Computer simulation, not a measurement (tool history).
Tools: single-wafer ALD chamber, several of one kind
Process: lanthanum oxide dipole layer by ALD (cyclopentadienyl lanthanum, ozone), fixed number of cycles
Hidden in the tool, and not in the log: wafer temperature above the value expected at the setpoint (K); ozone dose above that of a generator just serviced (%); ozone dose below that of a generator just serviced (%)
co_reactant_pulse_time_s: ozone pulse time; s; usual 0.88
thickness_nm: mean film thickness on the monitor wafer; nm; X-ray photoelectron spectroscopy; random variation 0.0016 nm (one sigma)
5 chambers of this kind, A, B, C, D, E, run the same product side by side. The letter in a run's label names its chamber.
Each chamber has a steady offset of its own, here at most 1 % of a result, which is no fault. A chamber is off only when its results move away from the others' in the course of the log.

| run | hour | co_reactant_pulse_time_s | hours since the last thermocouple change | hours since the last ozone generator service | read-back reference wafer on the same gauge, thickness_nm | thickness_nm |
|---|---|---|---|---|---|---|
| 1A | 6.6 | 0.88 | 914.8 | 760.9 | 0.52334 | 0.48056 |
| 2B | 13.4 | 0.88 | 196.6 | 623.3 | 0.52370 | 0.48338 |
| 3D | 23.2 | 0.88 | 198.2 | 409.1 | 0.52414 | 0.47480 |
|  | 27.8 | chamber B: ozone generator serviced |
| 4C | 28.3 | 0.88 | 1923.7 | 244.2 | 0.52475 | 0.48125 |
| 5E | 38.7 | 0.66 | 909.7 | 546.1 | 0.52390 | 0.42249 |
| 6C | 47.0 | 0.66 | 1942.4 | 262.9 | 0.52443 | 0.42641 |
| 7A | 53.9 | 0.66 | 962.1 | 808.2 | 0.52412 | 0.42640 |
| 8E | 62.8 | 0.66 | 933.8 | 570.2 | 0.52425 | 0.42725 |
| 9D | 73.9 | 0.66 | 248.9 | 459.8 | 0.52388 | 0.42204 |
| 10B | 80.3 | 0.88 | 263.5 | 52.5 | 0.52361 | 0.48641 |
| 11B | 87.0 | 0.88 | 270.2 | 59.2 | 0.52354 | 0.48502 |
| 12D | 92.3 | 0.88 | 267.3 | 478.2 | 0.52440 | 0.47648 |
| 13C | 97.9 | 0.88 | 1993.3 | 313.8 | 0.52364 | 0.48195 |
| 14E | 108.4 | 0.88 | 979.4 | 615.8 | 0.52386 | 0.47646 |
| 15A | 113.8 | 0.88 | 1022.0 | 868.1 | 0.52408 | 0.48160 |
| 16C | 121.3 | 0.71 | 2016.7 | 337.2 | 0.52399 | 0.44112 |
| 17D | 129.0 | 0.71 | 304.0 | 514.9 | 0.52381 | 0.43818 |
| 18E | 139.4 | 0.71 | 1010.4 | 646.8 | 0.52420 | 0.43826 |
| 19A | 147.9 | 0.71 | 1056.1 | 902.2 | 0.52406 | 0.43988 |
| 20B | 157.6 | 0.71 | 340.8 | 129.8 | 0.52354 | 0.44309 |
| 21D | 167.1 | 0.88 | 342.1 | 553.0 | 0.52394 | 0.47717 |
| 22A | 177.5 | 0.88 | 1085.7 | 931.8 | 0.52420 | 0.48010 |
| 23E | 188.3 | 0.99 | 1059.3 | 695.7 | 0.52433 | 0.49606 |
|  | 194.7 | chamber A: thermocouple changed; heater temperature recalibrated |
| 24B | 198.6 | 0.99 | 381.8 | 170.8 | 0.52380 | 0.50414 |
| 25C | 204.7 | 0.99 | 2100.1 | 420.6 | 0.52403 | 0.49875 |
| 26E | 211.6 | 0.99 | 1082.6 | 719.0 | 0.52416 | 0.49777 |
| 27A | 221.9 | 0.99 | 27.3 | 976.2 | 0.52380 | 0.50198 |
| 28B | 230.0 | 1.14 | 413.2 | 202.2 | 0.52393 | 0.52206 |
| 29C | 240.8 | 1.14 | 2136.2 | 456.7 | 0.52397 | 0.52432 |
| 30D | 249.5 | 1.14 | 424.5 | 635.4 | 0.52376 | 0.51459 |
| 31A | 255.3 | 1.14 | 60.7 | 1009.6 | 0.52413 | 0.52324 |
| 32C | 265.3 | 1.14 | 2160.7 | 481.2 | 0.52401 | 0.52365 |
| 33B | 273.1 | 0.88 | 456.3 | 245.3 | 0.52443 | 0.48386 |
| 34D | 284.2 | 0.88 | 459.2 | 670.1 | 0.52408 | 0.47511 |
| 35E | 289.3 | 0.88 | 1160.3 | 796.7 | 0.52366 | 0.47828 |
| 36A | 298.4 | 0.88 | 103.8 | 1052.7 | 0.52428 | 0.47861 |

All 5 chambers run these settings next. Forecast each chamber's results:
| 37A | 306.4 | 1.10 |  |  |  | ? |
| 37B | 306.4 | 1.10 |  |  |  | ? |
| 37C | 306.4 | 1.10 |  |  |  | ? |
| 37D | 306.4 | 1.10 |  |  |  | ? |
| 37E | 306.4 | 1.10 |  |  |  | ? |

| run | thickness_nm |
|---|---|
| 37A | 0.51710 |
| 37B | 0.52179 |
| 37C | 0.51892 |
| 37D | 0.51263 |
| 37E | 0.51086 |
